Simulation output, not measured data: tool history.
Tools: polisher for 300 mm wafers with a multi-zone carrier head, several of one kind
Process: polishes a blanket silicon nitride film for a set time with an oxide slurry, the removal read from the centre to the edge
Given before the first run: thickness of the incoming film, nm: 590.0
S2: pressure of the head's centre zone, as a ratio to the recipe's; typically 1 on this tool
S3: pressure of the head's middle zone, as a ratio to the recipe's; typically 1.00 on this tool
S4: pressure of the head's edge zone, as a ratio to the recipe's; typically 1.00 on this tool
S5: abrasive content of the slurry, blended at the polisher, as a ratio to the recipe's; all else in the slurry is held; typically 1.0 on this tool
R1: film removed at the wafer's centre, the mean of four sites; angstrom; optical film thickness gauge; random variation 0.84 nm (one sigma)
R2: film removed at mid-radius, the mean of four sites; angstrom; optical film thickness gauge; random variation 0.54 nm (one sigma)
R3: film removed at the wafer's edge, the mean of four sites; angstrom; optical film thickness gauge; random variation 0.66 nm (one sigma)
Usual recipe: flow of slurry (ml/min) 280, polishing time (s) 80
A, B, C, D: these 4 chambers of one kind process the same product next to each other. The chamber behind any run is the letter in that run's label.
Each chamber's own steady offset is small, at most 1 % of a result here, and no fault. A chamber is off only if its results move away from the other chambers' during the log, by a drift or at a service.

{"run": "1B", "hour": 11.0, "flow of slurry (ml/min)": 280, "S2": 1, "S3": 1.0, "S4": 1.0, "S5": 1.0, "polishing time (s)": 80, "R1": 633.97, "R2": 640.92, "R3": 649.34}
{"run": "2C", "hour": 27.2, "flow of slurry (ml/min)": 280, "S2": 1, "S3": 1.0, "S4": 1.0, "S5": 1.0, "polishing time (s)": 80, "R1": 643.52, "R2": 652.8, "R3": 648.56}
{"run": "3A", "hour": 35.5, "flow of slurry (ml/min)": 280, "S2": 1, "S3": 1.0, "S4": 1.0, "S5": 1.0, "polishing time (s)": 80, "R1": 655.12, "R2": 643.84, "R3": 639.24}
{"hour": 42.6, "done": "chamber A: worn pad replaced by a new one"}
{"run": "4D", "hour": 45.2, "flow of slurry (ml/min)": 280, "S2": 1, "S3": 1.0, "S4": 1.0, "S5": 1.0, "polishing time (s)": 80, "R1": 652.18, "R2": 632.91, "R3": 639.46}
{"hour": 50.5, "done": "chamber B: worn pad replaced by a new one"}
{"run": "5D", "hour": 57.7, "flow of slurry (ml/min)": 280, "S2": 1, "S3": 1.0, "S4": 1.0, "S5": 1.0, "polishing time (s)": 80, "R1": 648.28, "R2": 646.55, "R3": 649.64}
{"run": "6C", "hour": 67.5, "flow of slurry (ml/min)": 280, "S2": 1, "S3": 1.0, "S4": 1.0, "S5": 1.0, "polishing time (s)": 80, "R1": 647.45, "R2": 650.28, "R3": 632.29}
{"run": "7A", "hour": 76.0, "flow of slurry (ml/min)": 280, "S2": 1, "S3": 1.0, "S4": 1.0, "S5": 1.0, "polishing time (s)": 80, "R1": 647.53, "R2": 644.06, "R3": 652.52}
{"hour": 84.4, "done": "chamber D: worn pad replaced by a new one"}
{"run": "8B", "hour": 84.7, "flow of slurry (ml/min)": 280, "S2": 1, "S3": 1.0, "S4": 1.0, "S5": 1.0, "polishing time (s)": 80, "R1": 639.24, "R2": 635.32, "R3": 633.33}
{"run": "9D", "hour": 100.9, "flow of slurry (ml/min)": 280, "S2": 1, "S3": 1.0, "S4": 1.0, "S5": 1.0, "polishing time (s)": 80, "R1": 629.2, "R2": 635.99, "R3": 639.42}
{"hour": 107.4, "done": "chamber C: centre zone pressure recalibrated"}
{"run": "10C", "hour": 109.0, "flow of slurry (ml/min)": 280, "S2": 1, "S3": 1.0, "S4": 1.0, "S5": 0.8, "polishing time (s)": 90, "R1": 638.64, "R2": 631.54, "R3": 637.78}
{"run": "11A", "hour": 116.4, "flow of slurry (ml/min)": 280, "S2": 1, "S3": 1.0, "S4": 1.0, "S5": 0.8, "polishing time (s)": 90, "R1": 630.26, "R2": 644.04, "R3": 662.84}
{"run": "12B", "hour": 128.4, "flow of slurry (ml/min)": 280, "S2": 1, "S3": 1.0, "S4": 1.0, "S5": 0.8, "polishing time (s)": 90, "R1": 647.39, "R2": 651.06, "R3": 664.58}
{"run": "13D", "hour": 137.1, "flow of slurry (ml/min)": 280, "S2": 1, "S3": 1.0, "S4": 1.0, "S5": 0.8, "polishing time (s)": 90, "R1": 657.25, "R2": 655.83, "R3": 656.81}
{"run": "14B", "hour": 149.8, "flow of slurry (ml/min)": 280, "S2": 1, "S3": 1.0, "S4": 1.07, "S5": 1.0, "polishing time (s)": 80, "R1": 634.48, "R2": 644.29, "R3": 673.03}
{"hour": 159.5, "done": "chamber D: edge zone pressure recalibrated"}
{"hour": 162.5, "done": "chamber A: centre zone pressure recalibrated"}
{"run": "15A", "hour": 164.0, "flow of slurry (ml/min)": 280, "S2": 1, "S3": 1.0, "S4": 1.07, "S5": 1.0, "polishing time (s)": 80, "R1": 644.55, "R2": 628.53, "R3": 661.09}
{"hour": 168.9, "done": "chamber D: centre zone pressure recalibrated"}
{"hour": 170.8, "done": "chamber B: centre zone pressure recalibrated"}
{"run": "16C", "hour": 179.9, "flow of slurry (ml/min)": 280, "S2": 1, "S3": 1.0, "S4": 1.07, "S5": 1.0, "polishing time (s)": 80, "R1": 617.03, "R2": 617.54, "R3": 634.7}
{"run": "17D", "hour": 192.6, "flow of slurry (ml/min)": 280, "S2": 1, "S3": 1.0, "S4": 1.07, "S5": 1.0, "polishing time (s)": 80, "R1": 634.59, "R2": 643.9, "R3": 662.15}
{"hour": 199.4, "done": "chamber A: worn pad replaced by a new one"}
{"hour": 200.3, "done": "chamber A: slurry nozzle cleaned"}
{"run": "18C", "hour": 208.5, "flow of slurry (ml/min)": 280, "S2": 1, "S3": 1.0, "S4": 1.0, "S5": 1.0, "polishing time (s)": 80, "R1": 615.65, "R2": 600.85, "R3": 604.01}
{"hour": 210.0, "done": "chamber C: edge zone pressure recalibrated"}
{"hour": 211.5, "done": "chamber D: worn pad replaced by a new one"}
{"run": "19B", "hour": 215.6, "flow of slurry (ml/min)": 280, "S2": 1, "S3": 1.0, "S4": 1.0, "S5": 1.0, "polishing time (s)": 80, "R1": 643.33, "R2": 642.75, "R3": 648.87}
{"hour": 222.0, "done": "chamber B: worn pad replaced by a new one"}
{"run": "20A", "hour": 228.5, "flow of slurry (ml/min)": 280, "S2": 1, "S3": 1.0, "S4": 1.0, "S5": 1.0, "polishing time (s)": 80, "R1": 618.27, "R2": 642.82, "R3": 649.58}
{"run": "21A", "hour": 236.0, "flow of slurry (ml/min)": 280, "S2": 1, "S3": 1.0, "S4": 1.0, "S5": 1.0, "polishing time (s)": 80, "R1": 636.91, "R2": 628.35, "R3": 633.0}
{"run": "22D", "hour": 244.9, "flow of slurry (ml/min)": 280, "S2": 1, "S3": 1.0, "S4": 1.0, "S5": 1.0, "polishing time (s)": 80, "R1": 640.86, "R2": 644.17, "R3": 646.09}
{"run": "23B", "hour": 252.4, "flow of slurry (ml/min)": 280, "S2": 1, "S3": 1.0, "S4": 1.0, "S5": 1.0, "polishing time (s)": 80, "R1": 634.28, "R2": 635.18, "R3": 659.69}
{"run": "24C", "hour": 265.4, "flow of slurry (ml/min)": 280, "S2": 1, "S3": 1.0, "S4": 1.0, "S5": 1.0, "polishing time (s)": 80, "R1": 587.84, "R2": 600.5, "R3": 571.84}
{"run": "25D", "hour": 276.0, "flow of slurry (ml/min)": 280, "S2": 1, "S3": 1.0, "S4": 1.0, "S5": 1.0, "polishing time (s)": 80, "R1": 643.72, "R2": 643.85, "R3": 649.12}
{"run": "26B", "hour": 283.0, "flow of slurry (ml/min)": 280, "S2": 1, "S3": 1.0, "S4": 1.0, "S5": 1.0, "polishing time (s)": 80, "R1": 636.96, "R2": 637.25, "R3": 651.01}
{"run": "27C", "hour": 290.6, "flow of slurry (ml/min)": 280, "S2": 1, "S3": 0.89, "S4": 1.0, "S5": 0.8, "polishing time (s)": 80, "R1": 519.25, "R2": 475.99, "R3": 510.63}
{"run": "28A", "hour": 305.6, "flow of slurry (ml/min)": 280, "S2": 1, "S3": 0.89, "S4": 1.0, "S5": 0.8, "polishing time (s)": 80, "R1": 591.99, "R2": 515.02, "R3": 577.58}
{"run": "29A", "hour": 313.1, "flow of slurry (ml/min)": 280, "S2": 1, "S3": 0.89, "S4": 1.0, "S5": 0.8, "polishing time (s)": 80, "R1": 575.79, "R2": 517.49, "R3": 571.13}
{"run": "30B", "hour": 322.6, "flow of slurry (ml/min)": 280, "S2": 1, "S3": 0.89, "S4": 1.0, "S5": 0.8, "polishing time (s)": 80, "R1": 571.28, "R2": 516.09, "R3": 584.36}

Which is it: a chamber that has drifted or been left off by a service, a gauge drift common to all chambers, or only each chamber's usual small offset? If a chamber is off, name it and its likeliest cause.

Chamber C drifts away from the others.
Likeliest cause: removal rate lost through wear of the pad, % = 10.8.

Chamber C could run next with any of the 4 candidate recipes listed below; each alters the usual settings, and their results appear as question marks. Which one brings its results back in line with what the other chambers deliver on the usual settings?
In line means no further than this from the other chambers' mean on the usual settings: R1 29.00 angstrom; R2 19.00 angstrom; R3 23.00 angstrom
{"run": "31C-1", "hour": 334.2, "flow of slurry (ml/min)": 280, "S2": 1, "S3": 1.0, "S4": 0.99, "S5": 1.0, "polishing time (s)": 76, "R1": "?", "R2": "?", "R3": "?"}
{"run": "31C-2", "hour": 334.2, "flow of slurry (ml/min)": 280, "S2": 1, "S3": 0.99, "S4": 1.01, "S5": 1.05, "polishing time (s)": 88, "R1": "?", "R2": "?", "R3": "?"}
{"run": "31C-3", "hour": 334.2, "flow of slurry (ml/min)": 280, "S2": 1, "S3": 1.01, "S4": 0.99, "S5": 0.95, "polishing time (s)": 72, "R1": "?", "R2": "?", "R3": "?"}
{"run": "31C-4", "hour": 334.2, "flow of slurry (ml/min)": 280, "S2": 1, "S3": 1.0, "S4": 1.01, "S5": 1.0, "polishing time (s)": 84, "R1": "?", "R2": "?", "R3": "?"}

On the usual settings, the other chambers give on average: R1 641.80 angstrom; R2 639.59 angstrom; R3 643.32 angstrom
run=31C-1 R1=533.90 R2=542.56 R3=538.60
run=31C-2 R1=632.06 R2=636.53 R3=644.42
run=31C-3 R1=493.81 R2=506.32 R3=498.05
run=31C-4 R1=590.10 R2=599.65 R3=601.51
With 31C-2, the chamber falls back in line with the rest.

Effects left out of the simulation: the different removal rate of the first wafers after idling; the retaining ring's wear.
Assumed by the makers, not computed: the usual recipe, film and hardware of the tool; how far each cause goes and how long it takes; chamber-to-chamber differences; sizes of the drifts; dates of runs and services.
